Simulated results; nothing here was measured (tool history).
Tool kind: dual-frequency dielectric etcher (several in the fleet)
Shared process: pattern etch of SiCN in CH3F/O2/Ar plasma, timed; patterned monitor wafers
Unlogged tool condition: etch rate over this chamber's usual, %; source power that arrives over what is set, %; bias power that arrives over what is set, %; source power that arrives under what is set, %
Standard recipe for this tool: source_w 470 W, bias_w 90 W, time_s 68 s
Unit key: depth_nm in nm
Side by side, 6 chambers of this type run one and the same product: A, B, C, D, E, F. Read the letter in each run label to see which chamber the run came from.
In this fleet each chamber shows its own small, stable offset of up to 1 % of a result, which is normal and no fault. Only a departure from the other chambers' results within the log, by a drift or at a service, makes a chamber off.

run     day  source_w  bias_w  time_s  hours since the last wet clean  hours since the last source power generator calibration  hours since the last bias power generator calibration  read-back reference wafer on the same gauge, depth_nm  depth_nm
 1A   0.221       470      90      68                           153.3                                                     2257                                                 1556.6                                                 32.905    29.518
 2E   0.638       470      90      68                           115.9                                                    373.3                                                 1509.2                                                 32.896     29.51
 3F   0.933       470      90      68                              51                                                    205.1                                                 3116.7                                                 32.879    29.689
 4B   1.192       470      90      68                           270.6                                                     67.4                                                   2711                                                  32.88      29.6
 5D   1.558       470      90      68                           514.3                                                   4230.8                                                 1539.2                                                 32.905     29.51
 6C   1.938       470      90      68                           375.4                                                   1455.7                                                   48.5                                                 32.913    29.427
 7A   2.292       470      90      68                             203                                                   2306.7                                                 1606.3                                                  32.89    29.431
 8B   2.733       470      90      68                           307.6                                                    104.4                                                   2748                                                 32.886    29.721
 9E   3.129       470      90      68                           175.7                                                    433.1                                                   1569                                                 32.898    29.554
10F   3.367       470      90      68                           109.4                                                    263.5                                                 3175.1                                                 32.894    29.602
11C   3.717       470      90      68                           418.1                                                   1498.4                                                   91.2                                                 32.931    29.323
12D     4.1       470      83    83.5                           575.3                                                   4291.8                                                 1600.2                                                 32.896    34.984
      4.392  -- chamber D: wet clean of the chamber
13D   4.417       470      83    83.5                             0.7                                                   4299.4                                                 1607.8                                                 32.894    35.015
14C   4.896       470      83    83.5                           446.4                                                   1526.7                                                  119.5                                                 32.895    35.082
15A   5.275       470      83    83.5                           274.6                                                   2378.3                                                 1677.9                                                 32.896    35.123
16F    5.65       470      83    83.5                           164.2                                                    318.3                                                 3229.9                                                 32.881    35.142
17B   5.896       470      83    83.5                           383.5                                                    180.3                                                 2823.9                                                 32.904    35.204
18E   6.275       470      90      68                           251.2                                                    508.6                                                 1644.5                                                 32.894    29.531
19D   6.612       470      90      68                            53.4                                                   4352.1                                                 1660.5                                                 32.907     29.39
20C   7.008       470      90      68                           497.1                                                   1577.4                                                  170.2                                                  32.92    29.398
       7.35  -- chamber B: wet clean of the chamber
21B   7.504       470      90      68                             3.8                                                    218.9                                                 2862.5                                                 32.893    29.522
      7.558  -- chamber C: wet clean of the chamber
22A   7.971       470      90      68                           339.3                                                     2443                                                 1742.6                                                 32.882    29.382
23F   8.483       470      90      68                           232.2                                                    386.3                                                 3297.9                                                 32.901    29.587
24E   8.725       470      90      68                             310                                                    567.4                                                 1703.3                                                 32.907    29.628
      8.921  -- chamber D: source power generator calibrated
25B   9.121       470      90      68                            42.6                                                    257.7                                                 2901.3                                                  32.89    29.528
       9.15  -- chamber A: wet clean of the chamber
26D   9.358       470      90      68                           119.3                                                     10.6                                                 1726.4                                                 32.874    28.925
27E   9.583       470      90      68                           330.6                                                      588                                                 1723.9                                                 32.908    29.584
28F   9.808       470      90      68                             264                                                    418.1                                                 3329.7                                                 32.898    29.655
29A  10.288       410      90      68                            27.3                                                   2498.6                                                 1798.2                                                 32.902    28.082
30C  10.638       410      90      68                            73.9                                                   1664.5                                                  257.3                                                 32.906    28.077
31B  10.958       410      90      68                            86.7                                                    301.8                                                 2945.4                                                 32.885    28.154
32F  11.379       410      90      68                           301.7                                                    455.8                                                 3367.4                                                 32.894     28.09
33C  11.846       410      90      68                           102.9                                                   1693.5                                                  286.3                                                 32.896    28.003
34E  12.288       410      90      68                           395.5                                                    652.9                                                 1788.8                                                 32.881        28
35D  12.538       470      90      80                           195.6                                                     86.9                                                 1802.7                                                  32.87    33.973
36A  13.046       470      90      80                            93.5                                                   2564.8                                                 1864.4                                                   32.9    34.415
37F  13.529       470      90      80                           353.3                                                    507.4                                                   3419                                                 32.913    34.809
38D  13.904       470      90      80                           228.4                                                    119.7                                                 1835.5                                                 32.894    34.005
39C  14.317       470      90      80                           162.2                                                   1752.8                                                  345.6                                                 32.907    34.635
     14.667  -- chamber F: wet clean of the chamber
40B  14.808       470      90      80                           179.1                                                    394.2                                                 3037.8                                                 32.918    34.848
41E  15.208       470      90      68                           465.6                                                      723                                                 1858.9                                                  32.91    29.592
42A    15.5       470      90      68                           152.4                                                   2623.7                                                 1923.3                                                 32.897    29.409
43F  15.933       470      74      68                            30.4                                                    565.1                                                 3476.7                                                 32.906     27.41

Does one chamber stand apart from the rest, does the shared gauge drift, or is all well apart from small per-chamber offsets? Give the chamber and the most likely cause, where there is one.

A service on chamber D put it out of line with the rest.
What lies behind it: source power that arrives under what is set, % = 4.77.

Below are 4 candidate recipes for chamber D's next run, each the usual settings with a change, their results shown as question marks. Which of them brings D's results back in line with what the other chambers give on the usual settings?
Allowed miss from the other chambers' usual-settings mean, per result, to count as in line: depth_nm 0.26 nm
44D-1  16.3       470      91    70.5                                                                                                                                                                                                                ?
44D-2  16.3       460      87      68                                                                                                                                                                                                                ?
44D-3  16.3       470      90    69.5                                                                                                                                                                                                                ?
44D-4  16.3       470      89    65.5                                                                                                                                                                                                                ?

Usual-settings mean across the other chambers: depth_nm 29.541 nm
  run  depth_nm
44D-1     30.08
44D-2    28.313
44D-3    29.532
44D-4    27.718
44D-3 puts the chamber back in line with the other chambers.

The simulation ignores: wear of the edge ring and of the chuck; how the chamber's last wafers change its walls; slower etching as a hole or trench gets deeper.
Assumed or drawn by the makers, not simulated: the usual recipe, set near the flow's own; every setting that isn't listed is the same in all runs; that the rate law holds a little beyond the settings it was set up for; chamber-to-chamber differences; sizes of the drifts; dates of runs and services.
